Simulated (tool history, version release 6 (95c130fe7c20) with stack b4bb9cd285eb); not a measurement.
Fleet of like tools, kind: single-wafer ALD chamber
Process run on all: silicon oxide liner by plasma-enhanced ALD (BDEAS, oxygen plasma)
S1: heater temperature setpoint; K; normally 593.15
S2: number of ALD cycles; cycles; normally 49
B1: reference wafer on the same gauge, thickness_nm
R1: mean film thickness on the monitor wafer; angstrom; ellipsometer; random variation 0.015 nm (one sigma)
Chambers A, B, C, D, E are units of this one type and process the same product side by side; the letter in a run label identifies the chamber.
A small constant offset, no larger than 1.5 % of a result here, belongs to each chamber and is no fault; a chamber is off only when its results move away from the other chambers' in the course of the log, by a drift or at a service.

{"run": "1A", "hour": 5.5, "S1": 593.15, "S2": 49, "B1": 4.7335, "R1": 43.941}
{"run": "2E", "hour": 12.6, "S1": 593.15, "S2": 49, "B1": 4.7259, "R1": 44.744}
{"run": "3C", "hour": 21.5, "S1": 593.15, "S2": 49, "B1": 4.7329, "R1": 44.27}
{"run": "4D", "hour": 30.6, "S1": 593.15, "S2": 49, "B1": 4.731, "R1": 44.441}
{"run": "5B", "hour": 40.6, "S1": 593.15, "S2": 49, "B1": 4.7343, "R1": 44.537}
{"run": "6D", "hour": 48.4, "S1": 606.15, "S2": 42, "B1": 4.7298, "R1": 37.446}
{"run": "7A", "hour": 55.7, "S1": 606.15, "S2": 42, "B1": 4.7279, "R1": 37.164}
{"run": "8E", "hour": 65.7, "S1": 606.15, "S2": 42, "B1": 4.7308, "R1": 37.796}
{"run": "9C", "hour": 71.2, "S1": 606.15, "S2": 42, "B1": 4.7323, "R1": 37.312}
{"run": "10B", "hour": 77.5, "S1": 606.15, "S2": 42, "B1": 4.7289, "R1": 37.426}
{"run": "11A", "hour": 85.7, "S1": 593.15, "S2": 49, "B1": 4.7301, "R1": 43.896}
{"run": "12C", "hour": 92.3, "S1": 593.15, "S2": 49, "B1": 4.7286, "R1": 44.076}
{"run": "13E", "hour": 101.5, "S1": 593.15, "S2": 49, "B1": 4.7296, "R1": 45.136}
{"run": "14D", "hour": 108.1, "S1": 593.15, "S2": 49, "B1": 4.7302, "R1": 44.387}
{"run": "15B", "hour": 116.0, "S1": 593.15, "S2": 49, "B1": 4.7309, "R1": 44.47}
{"run": "16D", "hour": 125.9, "S1": 593.15, "S2": 49, "B1": 4.7364, "R1": 44.223}
{"run": "17E", "hour": 134.5, "S1": 593.15, "S2": 49, "B1": 4.7303, "R1": 44.732}
{"run": "18B", "hour": 141.0, "S1": 593.15, "S2": 49, "B1": 4.7257, "R1": 44.964}
{"run": "19A", "hour": 146.7, "S1": 593.15, "S2": 49, "B1": 4.7302, "R1": 43.693}
{"run": "20C", "hour": 154.5, "S1": 593.15, "S2": 49, "B1": 4.7265, "R1": 44.16}
{"run": "21D", "hour": 163.4, "S1": 593.15, "S2": 49, "B1": 4.7296, "R1": 44.341}
{"run": "22A", "hour": 173.9, "S1": 593.15, "S2": 49, "B1": 4.7324, "R1": 43.941}
{"run": "23C", "hour": 183.3, "S1": 593.15, "S2": 49, "B1": 4.7297, "R1": 44.437}
{"run": "24B", "hour": 189.5, "S1": 593.15, "S2": 49, "B1": 4.7318, "R1": 44.672}
{"run": "25E", "hour": 199.8, "S1": 593.15, "S2": 52, "B1": 4.7321, "R1": 47.606}
{"run": "26C", "hour": 207.4, "S1": 593.15, "S2": 52, "B1": 4.7278, "R1": 47.209}
{"run": "27B", "hour": 213.7, "S1": 593.15, "S2": 52, "B1": 4.7327, "R1": 47.532}
{"run": "28D", "hour": 221.7, "S1": 593.15, "S2": 52, "B1": 4.7237, "R1": 46.935}
{"run": "29E", "hour": 232.2, "S1": 593.15, "S2": 52, "B1": 4.7278, "R1": 47.765}
{"run": "30A", "hour": 237.2, "S1": 593.15, "S2": 49, "B1": 4.7318, "R1": 44.278}

Each of the 5 chambers runs these same settings next. Fill in every chamber's results:
{"run": "31A", "hour": 244.7, "S1": 593.15, "S2": 54, "R1": "?"}
{"run": "31B", "hour": 244.7, "S1": 593.15, "S2": 54, "R1": "?"}
{"run": "31C", "hour": 244.7, "S1": 593.15, "S2": 54, "R1": "?"}
{"run": "31D", "hour": 244.7, "S1": 593.15, "S2": 54, "R1": "?"}
{"run": "31E", "hour": 244.7, "S1": 593.15, "S2": 54, "R1": "?"}

run=31A R1=48.190
run=31B R1=49.217
run=31C R1=48.914
run=31D R1=49.001
run=31E R1=49.687
